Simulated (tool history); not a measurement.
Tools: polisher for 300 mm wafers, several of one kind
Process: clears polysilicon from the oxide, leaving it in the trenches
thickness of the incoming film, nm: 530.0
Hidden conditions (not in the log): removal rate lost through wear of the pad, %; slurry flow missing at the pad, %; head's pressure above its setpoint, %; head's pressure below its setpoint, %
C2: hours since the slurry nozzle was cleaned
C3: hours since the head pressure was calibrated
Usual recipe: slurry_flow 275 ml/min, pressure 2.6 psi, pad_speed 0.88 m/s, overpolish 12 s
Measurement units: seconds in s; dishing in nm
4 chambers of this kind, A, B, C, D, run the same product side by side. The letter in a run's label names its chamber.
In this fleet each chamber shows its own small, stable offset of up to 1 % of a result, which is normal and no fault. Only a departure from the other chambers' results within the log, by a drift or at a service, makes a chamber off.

run 1D day=0.175 | slurry_flow=275 pressure=2.6 pad_speed=0.88 overpolish=12 | wafers_polished_on_this_pad=395 C2=53.2 C3=567.4 | seconds=43.668 dishing=23.126
run 2A day=0.321 | slurry_flow=275 pressure=2.6 pad_speed=0.88 overpolish=12 | wafers_polished_on_this_pad=466 C2=234.9 C3=156.1 | seconds=43.45 dishing=22.755
run 3C day=0.421 | slurry_flow=275 pressure=2.6 pad_speed=0.88 overpolish=12 | wafers_polished_on_this_pad=1314 C2=343.7 C3=178.2 | seconds=43.917 dishing=22.89
run 4B day=0.558 | slurry_flow=275 pressure=2.6 pad_speed=0.88 overpolish=12 | wafers_polished_on_this_pad=222 C2=427.1 C3=34.2 | seconds=43.212 dishing=22.666
run 5A day=0.679 | slurry_flow=275 pressure=2.6 pad_speed=0.88 overpolish=12 | wafers_polished_on_this_pad=539 C2=243.5 C3=164.7 | seconds=43.705 dishing=23.928
-- day=0.867 chamber A: worn pad replaced by a new one
run 6C day=0.875 | slurry_flow=275 pressure=2.6 pad_speed=0.88 overpolish=12 | wafers_polished_on_this_pad=1406 C2=354.6 C3=189.1 | seconds=42.97 dishing=23.662
run 7D day=0.979 | slurry_flow=275 pressure=2.6 pad_speed=0.88 overpolish=12 | wafers_polished_on_this_pad=558 C2=72.5 C3=586.7 | seconds=42.976 dishing=23.014
run 8B day=1.092 | slurry_flow=275 pressure=2.6 pad_speed=0.88 overpolish=12 | wafers_polished_on_this_pad=330 C2=439.9 C3=47 | seconds=42.514 dishing=22.869
run 9C day=1.296 | slurry_flow=275 pressure=2.6 pad_speed=0.88 overpolish=12 | wafers_polished_on_this_pad=1491 C2=364.7 C3=199.2 | seconds=43.41 dishing=23.367
-- day=1.475 chamber C: worn pad replaced by a new one
run 10A day=1.508 | slurry_flow=275 pressure=2.6 pad_speed=0.88 overpolish=12 | wafers_polished_on_this_pad=130 C2=263.4 C3=184.6 | seconds=43.693 dishing=23.126
run 11D day=1.617 | slurry_flow=275 pressure=1.8 pad_speed=0.88 overpolish=12 | wafers_polished_on_this_pad=687 C2=87.8 C3=602 | seconds=62.829 dishing=23.679
run 12B day=1.812 | slurry_flow=275 pressure=1.8 pad_speed=0.88 overpolish=12 | wafers_polished_on_this_pad=476 C2=457.2 C3=64.3 | seconds=60.541 dishing=22.596
run 13D day=2.025 | slurry_flow=275 pressure=1.8 pad_speed=0.88 overpolish=12 | wafers_polished_on_this_pad=770 C2=97.6 C3=611.8 | seconds=60.914 dishing=23.086
-- day=2.183 chamber D: head pressure recalibrated
run 14B day=2.196 | slurry_flow=275 pressure=1.8 pad_speed=0.88 overpolish=12 | wafers_polished_on_this_pad=554 C2=466.4 C3=73.5 | seconds=60.478 dishing=22.702
run 15A day=2.404 | slurry_flow=275 pressure=2.6 pad_speed=0.88 overpolish=12 | wafers_polished_on_this_pad=312 C2=284.9 C3=206.1 | seconds=43.811 dishing=23.177
run 16C day=2.533 | slurry_flow=275 pressure=2.6 pad_speed=0.76 overpolish=7 | wafers_polished_on_this_pad=215 C2=394.4 C3=228.9 | seconds=51.18 dishing=22.12
run 17B day=2.738 | slurry_flow=275 pressure=2.6 pad_speed=0.76 overpolish=7 | wafers_polished_on_this_pad=664 C2=479.4 C3=86.5 | seconds=48.355 dishing=21.758
run 18C day=2.854 | slurry_flow=275 pressure=2.6 pad_speed=0.76 overpolish=7 | wafers_polished_on_this_pad=280 C2=402.1 C3=236.6 | seconds=48.429 dishing=21.736
run 19A day=3.008 | slurry_flow=275 pressure=2.6 pad_speed=0.76 overpolish=7 | wafers_polished_on_this_pad=434 C2=299.4 C3=220.6 | seconds=50.993 dishing=22.531
run 20D day=3.229 | slurry_flow=275 pressure=2.6 pad_speed=0.88 overpolish=12 | wafers_polished_on_this_pad=1014 C2=126.5 C3=25.2 | seconds=39.783 dishing=23.391
-- day=3.279 chamber B: worn pad replaced by a new one
run 21D day=3.446 | slurry_flow=275 pressure=2.6 pad_speed=0.88 overpolish=12 | wafers_polished_on_this_pad=1058 C2=131.7 C3=30.4 | seconds=40.031 dishing=23.254
-- day=3.533 chamber A: worn pad replaced by a new one
run 22B day=3.671 | slurry_flow=275 pressure=2.6 pad_speed=0.88 overpolish=12 | wafers_polished_on_this_pad=80 C2=501.8 C3=108.9 | seconds=42.659 dishing=22.76
run 23C day=3.775 | slurry_flow=275 pressure=2.6 pad_speed=0.88 overpolish=12 | wafers_polished_on_this_pad=467 C2=424.2 C3=258.7 | seconds=43.227 dishing=23.276
run 24A day=3.904 | slurry_flow=275 pressure=2.6 pad_speed=0.88 overpolish=12 | wafers_polished_on_this_pad=75 C2=320.9 C3=242.1 | seconds=44.091 dishing=23.661
run 25C day=4.017 | slurry_flow=275 pressure=2.6 pad_speed=0.88 overpolish=12 | wafers_polished_on_this_pad=516 C2=430 C3=264.5 | seconds=42.352 dishing=23.141
run 26A day=4.167 | slurry_flow=275 pressure=2.6 pad_speed=0.88 overpolish=12 | wafers_polished_on_this_pad=128 C2=327.2 C3=248.4 | seconds=43.255 dishing=23.253
run 27B day=4.388 | slurry_flow=275 pressure=2.6 pad_speed=0.88 overpolish=12 | wafers_polished_on_this_pad=225 C2=519 C3=126.1 | seconds=43.817 dishing=22.723
run 28D day=4.521 | slurry_flow=275 pressure=2.6 pad_speed=0.88 overpolish=12 | wafers_polished_on_this_pad=1276 C2=157.5 C3=56.2 | seconds=39.365 dishing=23.176
run 29C day=4.708 | slurry_flow=275 pressure=2.6 pad_speed=0.88 overpolish=12 | wafers_polished_on_this_pad=656 C2=446.6 C3=281.1 | seconds=43.761 dishing=23.626
run 30D day=4.867 | slurry_flow=275 pressure=2.6 pad_speed=0.88 overpolish=12 | wafers_polished_on_this_pad=1346 C2=165.8 C3=64.5 | seconds=39.316 dishing=22.969
run 31A day=4.979 | slurry_flow=275 pressure=2.6 pad_speed=0.88 overpolish=12 | wafers_polished_on_this_pad=293 C2=346.7 C3=267.9 | seconds=42.412 dishing=23.236
run 32B day=5.188 | slurry_flow=350 pressure=2.6 pad_speed=0.88 overpolish=12 | wafers_polished_on_this_pad=387 C2=538.2 C3=145.3 | seconds=41.671 dishing=22.791
-- day=5.325 chamber D: worn pad replaced by a new one
run 33D day=5.338 | slurry_flow=350 pressure=2.6 pad_speed=0.88 overpolish=12 | wafers_polished_on_this_pad=3 C2=177.1 C3=75.8 | seconds=38.186 dishing=23.036
run 34A day=5.55 | slurry_flow=350 pressure=2.6 pad_speed=0.88 overpolish=12 | wafers_polished_on_this_pad=409 C2=360.4 C3=281.6 | seconds=41.049 dishing=23.49
run 35C day=5.679 | slurry_flow=350 pressure=2.6 pad_speed=0.88 overpolish=12 | wafers_polished_on_this_pad=853 C2=469.9 C3=304.4 | seconds=42.167 dishing=23.082
run 36B day=5.842 | slurry_flow=275 pressure=2.6 pad_speed=0.88 overpolish=12 | wafers_polished_on_this_pad=520 C2=553.9 C3=161 | seconds=42.546 dishing=22.8
run 37A day=6.054 | slurry_flow=275 pressure=2.6 pad_speed=0.88 overpolish=12 | wafers_polished_on_this_pad=511 C2=372.5 C3=293.7 | seconds=43.521 dishing=23.251
run 38B day=6.179 | slurry_flow=275 pressure=2.6 pad_speed=0.88 overpolish=12 | wafers_polished_on_this_pad=588 C2=562 C3=169.1 | seconds=42.574 dishing=23.06
run 39D day=6.317 | slurry_flow=275 pressure=2.6 pad_speed=0.88 overpolish=12 | wafers_polished_on_this_pad=201 C2=200.6 C3=99.3 | seconds=39.391 dishing=23.473
-- day=6.325 chamber B: worn pad replaced by a new one
-- day=6.358 chamber C: slurry nozzle cleaned
run 40C day=6.421 | slurry_flow=275 pressure=2.6 pad_speed=0.88 overpolish=12 | wafers_polished_on_this_pad=1003 C2=1.6 C3=322.2 | seconds=43.277 dishing=23.102
run 41B day=6.583 | slurry_flow=275 pressure=2.6 pad_speed=0.88 overpolish=12 | wafers_polished_on_this_pad=52 C2=571.7 C3=178.8 | seconds=42.737 dishing=22.97
run 42C day=6.7 | slurry_flow=275 pressure=2.6 pad_speed=0.88 overpolish=12 | wafers_polished_on_this_pad=1060 C2=8.3 C3=328.9 | seconds=43.596 dishing=22.99

Is one chamber off against the others, does the gauge drift, or is nothing wrong? If a chamber is off, say which, and what the likeliest cause is.

A service left chamber D off against the others.
Likeliest cause: head's pressure above its setpoint, % = 9.66.

Here are 4 candidates for chamber D's next run, each the usual settings with a change, their results left as question marks. Which one brings its results back in line with what the others give on the usual settings?
Maximum distance from the other chambers' mean on the usual settings for a result to count as in line: seconds 2.3 s; dishing 1 nm
run 43D-1 day=6.862 | slurry_flow=275 pressure=2.9 pad_speed=0.96 overpolish=22 | seconds=? dishing=?
run 43D-2 day=6.862 | slurry_flow=270 pressure=2.4 pad_speed=0.8 overpolish=14 | seconds=? dishing=?
run 43D-3 day=6.862 | slurry_flow=275 pressure=2.7 pad_speed=0.92 overpolish=15 | seconds=? dishing=?
run 43D-4 day=6.862 | slurry_flow=275 pressure=2.5 pad_speed=0.84 overpolish=9 | seconds=? dishing=?

Mean of the other chambers on the usual settings: seconds 43.179 s; dishing 23.143 nm
run=43D-1 seconds=32.551 dishing=23.238
run=43D-2 seconds=47.249 dishing=23.211
run=43D-3 seconds=36.472 dishing=23.236
run=43D-4 seconds=43.128 dishing=23.038
The answer is 43D-4, which returns the chamber to within the allowed miss of the others.

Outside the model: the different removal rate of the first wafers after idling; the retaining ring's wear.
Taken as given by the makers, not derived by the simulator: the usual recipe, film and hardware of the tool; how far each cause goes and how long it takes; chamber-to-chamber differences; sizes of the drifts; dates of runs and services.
